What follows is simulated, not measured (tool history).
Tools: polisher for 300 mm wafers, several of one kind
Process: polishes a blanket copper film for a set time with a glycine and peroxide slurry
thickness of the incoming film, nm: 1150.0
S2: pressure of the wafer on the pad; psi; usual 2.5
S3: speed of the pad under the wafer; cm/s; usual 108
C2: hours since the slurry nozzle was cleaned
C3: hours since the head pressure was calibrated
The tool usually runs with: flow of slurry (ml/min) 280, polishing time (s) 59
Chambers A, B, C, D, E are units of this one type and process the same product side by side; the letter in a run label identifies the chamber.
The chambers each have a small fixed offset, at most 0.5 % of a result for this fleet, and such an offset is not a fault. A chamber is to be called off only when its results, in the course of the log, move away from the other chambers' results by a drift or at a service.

run 1C hour=14.7 | flow_of_slurry_(ml/min)=280 S2=2.5 S3=108 polishing_time_(s)=59 | wafers_polished_on_this_pad=676 C2=283.7 C3=762.4 | film_removed_(angstrom)=3022.8
-- hour=17.0 chamber C: head pressure recalibrated
run 2B hour=24.1 | flow_of_slurry_(ml/min)=280 S2=2.5 S3=108 polishing_time_(s)=59 | wafers_polished_on_this_pad=423 C2=191.4 C3=519.9 | film_removed_(angstrom)=2989.9
run 3D hour=33.8 | flow_of_slurry_(ml/min)=280 S2=2.5 S3=108 polishing_time_(s)=59 | wafers_polished_on_this_pad=449 C2=830.2 C3=135.0 | film_removed_(angstrom)=3055.9
-- hour=34.9 chamber C: worn pad replaced by a new one
-- hour=42.7 chamber A: worn pad replaced by a new one
run 4A hour=42.7 | flow_of_slurry_(ml/min)=280 S2=2.5 S3=108 polishing_time_(s)=59 | wafers_polished_on_this_pad=0 C2=271.9 C3=166.1 | film_removed_(angstrom)=3032.0
-- hour=48.4 chamber D: slurry nozzle cleaned
-- hour=49.2 chamber B: worn pad replaced by a new one
run 5E hour=50.5 | flow_of_slurry_(ml/min)=280 S2=2.0 S3=108 polishing_time_(s)=39 | wafers_polished_on_this_pad=636 C2=259.5 C3=1451.8 | film_removed_(angstrom)=1651.4
-- hour=52.7 chamber E: worn pad replaced by a new one
run 6D hour=60.0 | flow_of_slurry_(ml/min)=280 S2=2.0 S3=108 polishing_time_(s)=39 | wafers_polished_on_this_pad=609 C2=11.6 C3=161.2 | film_removed_(angstrom)=1656.1
-- hour=61.9 chamber E: slurry nozzle cleaned
-- hour=64.6 chamber D: worn pad replaced by a new one
-- hour=66.8 chamber B: head pressure recalibrated
run 7A hour=69.3 | flow_of_slurry_(ml/min)=280 S2=2.0 S3=108 polishing_time_(s)=39 | wafers_polished_on_this_pad=162 C2=298.5 C3=192.7 | film_removed_(angstrom)=1654.7
run 8E hour=81.9 | flow_of_slurry_(ml/min)=280 S2=2.0 S3=108 polishing_time_(s)=39 | wafers_polished_on_this_pad=178 C2=20.0 C3=1483.2 | film_removed_(angstrom)=1729.3
-- hour=86.6 chamber E: head pressure recalibrated
run 9B hour=97.7 | flow_of_slurry_(ml/min)=280 S2=2.0 S3=108 polishing_time_(s)=39 | wafers_polished_on_this_pad=295 C2=265.0 C3=30.9 | film_removed_(angstrom)=1667.6
run 10C hour=107.4 | flow_of_slurry_(ml/min)=280 S2=2.5 S3=108 polishing_time_(s)=59 | wafers_polished_on_this_pad=441 C2=376.4 C3=90.4 | film_removed_(angstrom)=3079.1
run 11A hour=114.9 | flow_of_slurry_(ml/min)=280 S2=2.5 S3=108 polishing_time_(s)=59 | wafers_polished_on_this_pad=440 C2=344.1 C3=238.3 | film_removed_(angstrom)=3066.1
-- hour=122.4 chamber B: worn pad replaced by a new one
run 12B hour=127.9 | flow_of_slurry_(ml/min)=280 S2=2.5 S3=108 polishing_time_(s)=59 | wafers_polished_on_this_pad=34 C2=295.2 C3=61.1 | film_removed_(angstrom)=3038.6
run 13C hour=140.6 | flow_of_slurry_(ml/min)=280 S2=2.5 S3=108 polishing_time_(s)=59 | wafers_polished_on_this_pad=644 C2=409.6 C3=123.6 | film_removed_(angstrom)=3082.9
run 14E hour=149.0 | flow_of_slurry_(ml/min)=280 S2=2.5 S3=108 polishing_time_(s)=59 | wafers_polished_on_this_pad=587 C2=87.1 C3=62.5 | film_removed_(angstrom)=3075.4
run 15D hour=163.9 | flow_of_slurry_(ml/min)=280 S2=2.5 S3=108 polishing_time_(s)=59 | wafers_polished_on_this_pad=605 C2=115.5 C3=265.1 | film_removed_(angstrom)=3030.1
run 16A hour=171.6 | flow_of_slurry_(ml/min)=280 S2=2.1 S3=108 polishing_time_(s)=59 | wafers_polished_on_this_pad=785 C2=400.8 C3=295.0 | film_removed_(angstrom)=2675.8
-- hour=174.2 chamber E: worn pad replaced by a new one
run 17E hour=182.3 | flow_of_slurry_(ml/min)=280 S2=2.1 S3=108 polishing_time_(s)=59 | wafers_polished_on_this_pad=49 C2=120.4 C3=95.8 | film_removed_(angstrom)=2658.2
-- hour=183.5 chamber D: worn pad replaced by a new one
-- hour=187.9 chamber C: worn pad replaced by a new one
run 18B hour=194.3 | flow_of_slurry_(ml/min)=280 S2=2.1 S3=108 polishing_time_(s)=59 | wafers_polished_on_this_pad=438 C2=361.6 C3=127.5 | film_removed_(angstrom)=2641.8
-- hour=206.5 chamber B: worn pad replaced by a new one
run 19C hour=209.1 | flow_of_slurry_(ml/min)=280 S2=2.1 S3=108 polishing_time_(s)=59 | wafers_polished_on_this_pad=129 C2=478.1 C3=192.1 | film_removed_(angstrom)=2630.5
-- hour=218.0 chamber A: worn pad replaced by a new one
run 20D hour=224.3 | flow_of_slurry_(ml/min)=280 S2=2.1 S3=108 polishing_time_(s)=59 | wafers_polished_on_this_pad=248 C2=175.9 C3=325.5 | film_removed_(angstrom)=2679.4
-- hour=224.5 chamber A: slurry nozzle cleaned
run 21D hour=231.6 | flow_of_slurry_(ml/min)=280 S2=2.5 S3=136 polishing_time_(s)=77 | wafers_polished_on_this_pad=293 C2=183.2 C3=332.8 | film_removed_(angstrom)=4824.2
run 22B hour=246.0 | flow_of_slurry_(ml/min)=280 S2=2.5 S3=136 polishing_time_(s)=77 | wafers_polished_on_this_pad=240 C2=413.3 C3=179.2 | film_removed_(angstrom)=4849.9
-- hour=256.1 chamber C: slurry nozzle cleaned
run 23A hour=260.7 | flow_of_slurry_(ml/min)=280 S2=2.5 S3=136 polishing_time_(s)=77 | wafers_polished_on_this_pad=260 C2=36.2 C3=384.1 | film_removed_(angstrom)=4921.1
run 24C hour=267.7 | flow_of_slurry_(ml/min)=280 S2=2.5 S3=136 polishing_time_(s)=77 | wafers_polished_on_this_pad=486 C2=11.7 C3=250.7 | film_removed_(angstrom)=4869.9
run 25E hour=275.0 | flow_of_slurry_(ml/min)=280 S2=2.5 S3=136 polishing_time_(s)=77 | wafers_polished_on_this_pad=614 C2=213.1 C3=188.5 | film_removed_(angstrom)=4660.9
-- hour=281.0 chamber E: worn pad replaced by a new one
run 26C hour=282.4 | flow_of_slurry_(ml/min)=280 S2=2.5 S3=108 polishing_time_(s)=59 | wafers_polished_on_this_pad=576 C2=26.4 C3=265.4 | film_removed_(angstrom)=2977.3
-- hour=290.0 chamber B: worn pad replaced by a new one
run 27A hour=297.0 | flow_of_slurry_(ml/min)=280 S2=2.5 S3=108 polishing_time_(s)=59 | wafers_polished_on_this_pad=481 C2=72.5 C3=420.4 | film_removed_(angstrom)=3074.4
-- hour=306.0 chamber D: worn pad replaced by a new one
run 28D hour=308.2 | flow_of_slurry_(ml/min)=280 S2=2.5 S3=108 polishing_time_(s)=59 | wafers_polished_on_this_pad=13 C2=259.8 C3=409.4 | film_removed_(angstrom)=3011.8
run 29E hour=315.3 | flow_of_slurry_(ml/min)=280 S2=2.5 S3=108 polishing_time_(s)=59 | wafers_polished_on_this_pad=209 C2=253.4 C3=228.8 | film_removed_(angstrom)=3044.0
run 30B hour=325.7 | flow_of_slurry_(ml/min)=280 S2=2.5 S3=108 polishing_time_(s)=59 | wafers_polished_on_this_pad=217 C2=493.0 C3=258.9 | film_removed_(angstrom)=3001.1
run 31B hour=333.0 | flow_of_slurry_(ml/min)=280 S2=2.5 S3=108 polishing_time_(s)=59 | wafers_polished_on_this_pad=262 C2=500.3 C3=266.2 | film_removed_(angstrom)=3022.4
-- hour=344.8 chamber C: worn pad replaced by a new one
run 32A hour=345.6 | flow_of_slurry_(ml/min)=280 S2=2.5 S3=108 polishing_time_(s)=59 | wafers_polished_on_this_pad=778 C2=121.1 C3=469.0 | film_removed_(angstrom)=3042.1
run 33C hour=352.6 | flow_of_slurry_(ml/min)=280 S2=2.5 S3=108 polishing_time_(s)=59 | wafers_polished_on_this_pad=48 C2=96.6 C3=335.6 | film_removed_(angstrom)=3076.4
run 34E hour=361.9 | flow_of_slurry_(ml/min)=280 S2=2.5 S3=108 polishing_time_(s)=59 | wafers_polished_on_this_pad=493 C2=300.0 C3=275.4 | film_removed_(angstrom)=3097.0

The same settings go to every chamber for the next run, one line per chamber below. Forecast the results for each:
run 35A hour=373.4 | flow_of_slurry_(ml/min)=280 S2=2.5 S3=108 polishing_time_(s)=59 | film_removed_(angstrom)=?
run 35B hour=373.4 | flow_of_slurry_(ml/min)=280 S2=2.5 S3=108 polishing_time_(s)=59 | film_removed_(angstrom)=?
run 35C hour=373.4 | flow_of_slurry_(ml/min)=280 S2=2.5 S3=108 polishing_time_(s)=59 | film_removed_(angstrom)=?
run 35D hour=373.4 | flow_of_slurry_(ml/min)=280 S2=2.5 S3=108 polishing_time_(s)=59 | film_removed_(angstrom)=?
run 35E hour=373.4 | flow_of_slurry_(ml/min)=280 S2=2.5 S3=108 polishing_time_(s)=59 | film_removed_(angstrom)=?

run=35A film_removed_(angstrom)=3013.7
run=35B film_removed_(angstrom)=3078.9
run=35C film_removed_(angstrom)=3107.2
run=35D film_removed_(angstrom)=3032.2
run=35E film_removed_(angstrom)=3006.0
